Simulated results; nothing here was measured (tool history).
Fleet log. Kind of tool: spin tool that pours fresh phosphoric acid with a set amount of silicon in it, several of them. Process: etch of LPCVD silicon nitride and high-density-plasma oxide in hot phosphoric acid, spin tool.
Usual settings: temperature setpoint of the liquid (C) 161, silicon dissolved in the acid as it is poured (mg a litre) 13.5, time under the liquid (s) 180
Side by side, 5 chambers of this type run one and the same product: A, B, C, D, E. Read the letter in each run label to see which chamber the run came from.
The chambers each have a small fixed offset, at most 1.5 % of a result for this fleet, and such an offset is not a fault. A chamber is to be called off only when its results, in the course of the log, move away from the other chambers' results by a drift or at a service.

run	hour	temperature setpoint of the liquid (C)	silicon dissolved in the acid as it is poured (mg a litre)	time under the liquid (s)	hours since the thermometer was replaced	hours since the dissolved silicon flow meter was replaced	hours since the heated supply line was repaired	read-back film thickness of the LPCVD silicon nitride reference wafer, read on the same gauge (nm)	read-back film thickness of the high-density-plasma oxide reference wafer, read on the same gauge (nm)	thickness taken off the LPCVD silicon nitride on a monitor wafer (nm)	thickness taken off the high-density-plasma oxide on a monitor wafer (nm)
1C	7.1	161	13.5	180	721.1	1620.7	1906.6	39.982	130	16.701	0.82847
2E	12.5	161	13.5	180	1812.7	370.4	2483.6	39.978	129.99	16.485	0.85667
3B	22.4	161	13.5	180	1519.9	656.4	830.6	40.007	129.97	16.58	0.86134
4D	28.7	161	13.5	180	1973.8	669.4	1321.7	39.956	130	16.654	0.8656
5A	35.5	161	13.5	180	217.3	517.6	268.3	40.025	129.98	16.339	0.86735
6B	42.3	161	13.5	180	1539.8	676.3	850.5	40.012	130.01	16.776	0.81165
7C	48.8	161	13.5	225	762.8	1662.4	1948.3	39.986	130	20.756	1.0517
8D	53.5	161	13.5	225	1998.6	694.2	1346.5	40.035	130.01	20.709	1.0352
9E	61.5	161	13.5	225	1861.7	419.4	2532.6	39.971	130.01	20.64	0.98293
10A	71.2	161	13.5	225	253	553.3	304	39.985	130.02	20.722	1.0742
11D	76.8	161	13.5	225	2021.9	717.5	1369.8	40.057	129.99	20.752	1.0586
12C	86.8	161	13.5	180	800.8	1700.4	1986.3	40.005	130	16.596	0.84524
13B	95.9	161	13.5	180	1593.4	729.9	904.1	40.002	129.99	16.477	0.82118
14A	101.1	161	13.5	180	282.9	583.2	333.9	39.961	129.98	16.532	0.85251
15E	109.2	161	13.5	180	1909.4	467.1	2580.3	40.015	130.03	16.67	0.81154
# hour 114.3: chamber E: thermometer replaced
16A	116.3	161	13.5	120	298.1	598.4	349.1	39.963	129.99	10.997	0.58276
17C	126	161	13.5	120	840	1739.6	2025.5	39.977	129.98	10.99	0.54289
18E	133.4	161	13.5	120	19.2	491.3	2604.5	40.006	129.98	11.041	0.57643
19D	143.4	161	13.5	120	2088.5	784.1	1436.4	39.986	129.98	11.082	0.55223
20B	148.7	161	13.5	120	1646.2	782.7	956.9	40.008	129.99	11.096	0.55527
21A	153.8	161	13.5	85	335.6	635.9	386.6	39.979	129.99	7.8314	0.40229
22C	162.3	161	13.5	85	876.3	1775.9	2061.8	39.978	129.99	7.9114	0.38633
23E	170.8	161	13.5	85	56.6	528.7	2641.9	39.955	130.01	7.7772	0.41238
# hour 175.4: chamber B: dissolved silicon flow meter replaced
24D	180.7	161	13.5	85	2125.8	821.4	1473.7	40.004	129.98	7.8055	0.3905
# hour 183.3: chamber D: thermometer replaced
25B	187.2	161	13.5	85	1684.7	11.8	995.4	39.998	129.98	7.8075	0.4035
26E	194.4	162.5	13.5	180	80.2	552.3	2665.5	40.059	130	17.355	0.95087
# hour 195.8: chamber B: heated supply line repaired
27D	200.3	162.5	13.5	180	17	841	1493.3	40.037	130.01	17.392	0.91016
28B	206.4	162.5	13.5	180	1703.9	31	10.7	40.019	130.01	17.505	0.95315
29A	215.1	162.5	13.5	180	396.9	697.2	447.9	40.009	130	17.319	0.94645
30C	220.8	162.5	13.5	180	934.8	1834.4	2120.3	40.059	130.01	17.378	0.90841
31E	228.5	161	13.5	180	114.3	586.4	2699.6	40.006	130.01	16.577	0.83214

All chambers now run identical settings, listed one chamber a line with results as question marks. What results will each chamber show?
32A	235.6	161	13.5	105						?	?
32B	235.6	161	13.5	105						?	?
32C	235.6	161	13.5	105						?	?
32D	235.6	161	13.5	105						?	?
32E	235.6	161	13.5	105						?	?

run	thickness taken off the LPCVD silicon nitride on a monitor wafer (nm)	thickness taken off the high-density-plasma oxide on a monitor wafer (nm)
32A	9.6005	0.49252
32B	9.7076	0.49896
32C	9.7314	0.47391
32D	9.6407	0.4887
32E	9.6243	0.49139

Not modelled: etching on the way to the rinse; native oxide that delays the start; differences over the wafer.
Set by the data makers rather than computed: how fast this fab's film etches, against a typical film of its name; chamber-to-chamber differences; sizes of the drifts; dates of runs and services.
